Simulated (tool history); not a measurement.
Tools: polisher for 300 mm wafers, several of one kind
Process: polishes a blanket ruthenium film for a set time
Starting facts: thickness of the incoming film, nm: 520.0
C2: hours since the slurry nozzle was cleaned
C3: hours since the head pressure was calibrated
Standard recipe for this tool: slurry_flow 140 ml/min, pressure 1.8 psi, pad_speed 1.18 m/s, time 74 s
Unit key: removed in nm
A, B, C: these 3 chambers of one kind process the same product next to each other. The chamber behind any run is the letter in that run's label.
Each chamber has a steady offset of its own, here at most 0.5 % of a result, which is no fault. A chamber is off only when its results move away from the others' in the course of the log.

{"run": "1B", "hour": 9.1, "slurry_flow": 140, "pressure": 1.8, "pad_speed": 1.18, "time": 74, "wafers polished on this pad": 971, "C2": 380.1, "C3": 76.0, "removed": 74.847}
{"run": "2A", "hour": 20.7, "slurry_flow": 140, "pressure": 1.8, "pad_speed": 1.18, "time": 74, "wafers polished on this pad": 936, "C2": 375.5, "C3": 1363.6, "removed": 76.479}
{"hour": 27.4, "done": "chamber C: slurry nozzle cleaned"}
{"run": "3C", "hour": 33.3, "slurry_flow": 140, "pressure": 1.8, "pad_speed": 1.18, "time": 74, "wafers polished on this pad": 723, "C2": 5.9, "C3": 766.8, "removed": 75.542}
{"run": "4A", "hour": 47.0, "slurry_flow": 140, "pressure": 1.8, "pad_speed": 1.18, "time": 74, "wafers polished on this pad": 1208, "C2": 401.8, "C3": 1389.9, "removed": 76.367}
{"run": "5C", "hour": 62.0, "slurry_flow": 140, "pressure": 1.8, "pad_speed": 1.18, "time": 74, "wafers polished on this pad": 1019, "C2": 34.6, "C3": 795.5, "removed": 74.022}
{"hour": 62.9, "done": "chamber C: worn pad replaced by a new one"}
{"hour": 64.4, "done": "chamber A: worn pad replaced by a new one"}
{"hour": 66.4, "done": "chamber B: worn pad replaced by a new one"}
{"run": "6B", "hour": 70.4, "slurry_flow": 140, "pressure": 1.8, "pad_speed": 1.18, "time": 74, "wafers polished on this pad": 41, "C2": 441.4, "C3": 137.3, "removed": 74.861}
{"run": "7A", "hour": 81.3, "slurry_flow": 140, "pressure": 1.8, "pad_speed": 1.18, "time": 74, "wafers polished on this pad": 175, "C2": 436.1, "C3": 1424.2, "removed": 74.474}
{"run": "8B", "hour": 91.9, "slurry_flow": 140, "pressure": 1.8, "pad_speed": 1.18, "time": 74, "wafers polished on this pad": 263, "C2": 462.9, "C3": 158.8, "removed": 74.962}
{"run": "9C", "hour": 98.5, "slurry_flow": 140, "pressure": 1.8, "pad_speed": 1.18, "time": 74, "wafers polished on this pad": 368, "C2": 71.1, "C3": 832.0, "removed": 76.221}
{"run": "10C", "hour": 107.7, "slurry_flow": 140, "pressure": 1.8, "pad_speed": 1.18, "time": 74, "wafers polished on this pad": 463, "C2": 80.3, "C3": 841.2, "removed": 76.248}
{"hour": 115.0, "done": "chamber A: head pressure recalibrated"}
{"run": "11B", "hour": 118.3, "slurry_flow": 140, "pressure": 1.8, "pad_speed": 1.18, "time": 74, "wafers polished on this pad": 536, "C2": 489.3, "C3": 185.2, "removed": 76.376}
{"run": "12A", "hour": 129.9, "slurry_flow": 140, "pressure": 1.8, "pad_speed": 1.18, "time": 74, "wafers polished on this pad": 676, "C2": 484.7, "C3": 15.0, "removed": 70.014}
{"run": "13C", "hour": 140.8, "slurry_flow": 140, "pressure": 1.5, "pad_speed": 1.18, "time": 61, "wafers polished on this pad": 804, "C2": 113.4, "C3": 874.3, "removed": 52.303}
{"hour": 147.2, "done": "chamber C: worn pad replaced by a new one"}
{"run": "14A", "hour": 150.7, "slurry_flow": 140, "pressure": 1.5, "pad_speed": 1.18, "time": 61, "wafers polished on this pad": 891, "C2": 505.5, "C3": 35.8, "removed": 47.835}
{"run": "15B", "hour": 162.7, "slurry_flow": 140, "pressure": 1.5, "pad_speed": 1.18, "time": 61, "wafers polished on this pad": 994, "C2": 533.7, "C3": 229.6, "removed": 51.269}
{"run": "16C", "hour": 169.4, "slurry_flow": 140, "pressure": 2.0, "pad_speed": 0.96, "time": 74, "wafers polished on this pad": 229, "C2": 142.0, "C3": 902.9, "removed": 68.863}
{"run": "17A", "hour": 176.6, "slurry_flow": 140, "pressure": 2.0, "pad_speed": 0.96, "time": 74, "wafers polished on this pad": 1158, "C2": 531.4, "C3": 61.7, "removed": 62.698}
{"run": "18B", "hour": 189.2, "slurry_flow": 140, "pressure": 2.0, "pad_speed": 0.96, "time": 74, "wafers polished on this pad": 1267, "C2": 560.2, "C3": 256.1, "removed": 69.882}
{"hour": 199.6, "done": "chamber A: slurry nozzle cleaned"}
{"hour": 201.2, "done": "chamber B: worn pad replaced by a new one"}
{"run": "19A", "hour": 202.9, "slurry_flow": 140, "pressure": 1.8, "pad_speed": 1.18, "time": 74, "wafers polished on this pad": 1429, "C2": 3.3, "C3": 88.0, "removed": 70.334}
{"hour": 208.5, "done": "chamber A: worn pad replaced by a new one"}
{"run": "20B", "hour": 214.2, "slurry_flow": 140, "pressure": 1.8, "pad_speed": 1.18, "time": 74, "wafers polished on this pad": 134, "C2": 585.2, "C3": 281.1, "removed": 75.824}
{"run": "21C", "hour": 229.1, "slurry_flow": 175, "pressure": 1.8, "pad_speed": 1.18, "time": 98, "wafers polished on this pad": 845, "C2": 201.7, "C3": 962.6, "removed": 103.65}
{"hour": 230.5, "done": "chamber C: worn pad replaced by a new one"}
{"run": "22A", "hour": 239.6, "slurry_flow": 175, "pressure": 1.8, "pad_speed": 1.18, "time": 98, "wafers polished on this pad": 321, "C2": 40.0, "C3": 124.7, "removed": 95.247}
{"run": "23B", "hour": 252.7, "slurry_flow": 175, "pressure": 1.8, "pad_speed": 1.18, "time": 98, "wafers polished on this pad": 532, "C2": 623.7, "C3": 319.6, "removed": 102.01}
{"hour": 255.9, "done": "chamber C: head pressure recalibrated"}
{"run": "24C", "hour": 266.0, "slurry_flow": 140, "pressure": 1.8, "pad_speed": 1.18, "time": 74, "wafers polished on this pad": 367, "C2": 238.6, "C3": 10.2, "removed": 77.979}
{"run": "25A", "hour": 278.6, "slurry_flow": 140, "pressure": 1.8, "pad_speed": 1.18, "time": 74, "wafers polished on this pad": 723, "C2": 79.0, "C3": 163.7, "removed": 70.464}

Predict what each chamber gives when all 3 of them run the settings below next.
{"run": "26A", "hour": 289.5, "slurry_flow": 140, "pressure": 1.8, "pad_speed": 1.18, "time": 64, "removed": "?"}
{"run": "26B", "hour": 289.5, "slurry_flow": 140, "pressure": 1.8, "pad_speed": 1.18, "time": 64, "removed": "?"}
{"run": "26C", "hour": 289.5, "slurry_flow": 140, "pressure": 1.8, "pad_speed": 1.18, "time": 64, "removed": "?"}

run=26A removed=60.201
run=26B removed=65.212
run=26C removed=66.021

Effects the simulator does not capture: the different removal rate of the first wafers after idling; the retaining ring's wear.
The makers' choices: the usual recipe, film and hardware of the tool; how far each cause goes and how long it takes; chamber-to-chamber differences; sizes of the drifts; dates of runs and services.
